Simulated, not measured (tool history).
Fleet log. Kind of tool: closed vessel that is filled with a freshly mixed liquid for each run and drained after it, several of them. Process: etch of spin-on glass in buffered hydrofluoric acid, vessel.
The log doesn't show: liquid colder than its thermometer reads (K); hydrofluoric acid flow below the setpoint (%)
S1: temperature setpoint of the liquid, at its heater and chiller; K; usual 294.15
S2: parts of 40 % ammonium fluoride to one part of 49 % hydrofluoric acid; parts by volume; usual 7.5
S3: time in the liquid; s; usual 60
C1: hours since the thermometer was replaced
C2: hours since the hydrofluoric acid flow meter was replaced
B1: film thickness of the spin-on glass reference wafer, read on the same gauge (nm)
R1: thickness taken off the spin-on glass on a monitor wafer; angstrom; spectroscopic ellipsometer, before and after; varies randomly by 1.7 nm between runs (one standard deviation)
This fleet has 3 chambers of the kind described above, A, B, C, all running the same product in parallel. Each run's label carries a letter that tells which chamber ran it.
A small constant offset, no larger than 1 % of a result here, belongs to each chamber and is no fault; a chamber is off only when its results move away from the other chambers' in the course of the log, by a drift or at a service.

| run | hour | S1 | S2 | S3 | C1 | C2 | B1 | R1 |
|---|---|---|---|---|---|---|---|---|
| 1B | 9.5 | 294.15 | 7.5 | 60 | 58.5 | 284.9 | 49.975 | 3233.3 |
| 2C | 19.5 | 294.15 | 7.5 | 60 | 512.3 | 315.8 | 49.988 | 3200.1 |
| 3A | 30.2 | 294.15 | 7.5 | 60 | 2057.6 | 1731.3 | 50.028 | 3243.4 |
|  | 39.1 | chamber A: hydrofluoric acid flow meter replaced |
| 4A | 41 | 294.15 | 7.5 | 60 | 2068.4 | 2 | 50.032 | 3254.4 |
| 5B | 51.9 | 294.15 | 9.5 | 60 | 100.9 | 327.3 | 49.983 | 2604.1 |
| 6C | 58.5 | 294.15 | 9.5 | 60 | 551.3 | 354.8 | 49.97 | 2554.8 |
| 7C | 71.4 | 294.15 | 9.5 | 60 | 564.2 | 367.7 | 50.032 | 2573.9 |
| 8A | 77.1 | 294.15 | 7.5 | 60 | 2104.5 | 38.1 | 50.01 | 3253.1 |
| 9B | 84.3 | 294.15 | 7.5 | 60 | 133.3 | 359.7 | 50.003 | 3260.9 |
| 10C | 91.2 | 294.15 | 7.5 | 60 | 584 | 387.5 | 49.987 | 3180.4 |
|  | 93.6 | chamber A: thermometer replaced |
| 11B | 101.4 | 296.15 | 7.5 | 80 | 150.4 | 376.8 | 49.993 | 4813 |
| 12A | 114.2 | 296.15 | 7.5 | 80 | 20.7 | 75.2 | 49.998 | 4851.6 |
|  | 116.4 | chamber C: hydrofluoric acid flow meter replaced |
| 13C | 124.5 | 296.15 | 7.5 | 80 | 617.3 | 8.2 | 50.001 | 4756.5 |
| 14A | 131 | 294.15 | 7.5 | 60 | 37.5 | 92 | 50.008 | 3233 |
| 15B | 143.5 | 294.15 | 7.5 | 60 | 192.5 | 418.9 | 49.949 | 3246 |
| 16C | 153.9 | 290.15 | 7.5 | 60 | 646.7 | 37.6 | 50.023 | 2530.2 |
| 17B | 164.8 | 290.15 | 7.5 | 60 | 213.8 | 440.2 | 49.988 | 2602.5 |
| 18A | 177.3 | 290.15 | 7.5 | 60 | 83.8 | 138.3 | 49.984 | 2596.5 |
| 19C | 187.9 | 294.15 | 7.5 | 60 | 680.7 | 71.6 | 50.013 | 3183.5 |
| 20B | 196.6 | 291.15 | 7.5 | 90 | 245.6 | 472 | 50.008 | 4123.2 |
| 21A | 207.9 | 291.15 | 7.5 | 90 | 114.4 | 168.9 | 50.03 | 4109.8 |
| 22C | 218.2 | 291.15 | 7.5 | 90 | 711 | 101.9 | 49.994 | 3973.3 |
| 23B | 228.1 | 294.15 | 7.5 | 60 | 277.1 | 503.5 | 50.009 | 3263.2 |
| 24A | 235.2 | 294.15 | 7.5 | 60 | 141.7 | 196.2 | 49.961 | 3252.4 |
| 25A | 243.8 | 294.15 | 7.5 | 60 | 150.3 | 204.8 | 49.979 | 3273.9 |
| 26B | 256.5 | 294.15 | 7.5 | 60 | 305.5 | 531.9 | 50.002 | 3241.5 |
| 27C | 265.5 | 291.15 | 7.5 | 75 | 758.3 | 149.2 | 50.011 | 3283.8 |
| 28A | 275.8 | 291.15 | 7.5 | 75 | 182.3 | 236.8 | 49.962 | 3437.3 |
| 29B | 286.4 | 291.15 | 7.5 | 75 | 335.4 | 561.8 | 50.005 | 3441.2 |
| 30C | 293.2 | 296.65 | 7.5 | 40 | 786 | 176.9 | 50 | 2399.2 |
| 31C | 304.9 | 296.65 | 7.5 | 40 | 797.7 | 188.6 | 49.985 | 2377.8 |
| 32A | 314.3 | 296.65 | 7.5 | 40 | 220.8 | 275.3 | 49.949 | 2489.1 |
| 33B | 325.7 | 297.65 | 7.5 | 40 | 374.7 | 601.1 | 49.998 | 2635 |
| 34C | 332.4 | 297.65 | 7.5 | 40 | 825.2 | 216.1 | 49.997 | 2501.2 |
| 35B | 344.7 | 297.65 | 7.5 | 40 | 393.7 | 620.1 | 49.995 | 2623.1 |
| 36A | 352.9 | 298.15 | 7.5 | 60 | 259.4 | 313.9 | 49.996 | 4057.9 |

Read the log: is a single chamber off, either drifting away or since a service, is the gauge that measures every chamber drifting, or is nothing wrong beyond small per-chamber offsets? Name any odd chamber and what most likely caused it.

One chamber, C, drifts off from the rest bit by bit.
Most likely cause: liquid colder than its thermometer reads (K) = 0.985.

Below are 4 candidate recipes for chamber C's next run, each the usual settings with a change, their results shown as question marks. Which of them brings C's results back in line with what the other chambers give on the usual settings?
A result is in line if it is within this distance of the other chambers' mean on the usual settings: R1 59 angstrom
| 37C-1 | 362.3 | 294.65 | 7.5 | 60 |  |  |  | ? |
| 37C-2 | 362.3 | 293.65 | 7.5 | 60 |  |  |  | ? |
| 37C-3 | 362.3 | 294.15 | 8 | 60 |  |  |  | ? |
| 37C-4 | 362.3 | 295.15 | 7.5 | 60 |  |  |  | ? |

Usual-settings mean across the other chambers: R1 3254.1 angstrom
| run | R1 |
|---|---|
| 37C-1 | 3142.7 |
| 37C-2 | 2970.1 |
| 37C-3 | 2851.2 |
| 37C-4 | 3233.2 |
With 37C-4, the chamber falls back in line with the rest.
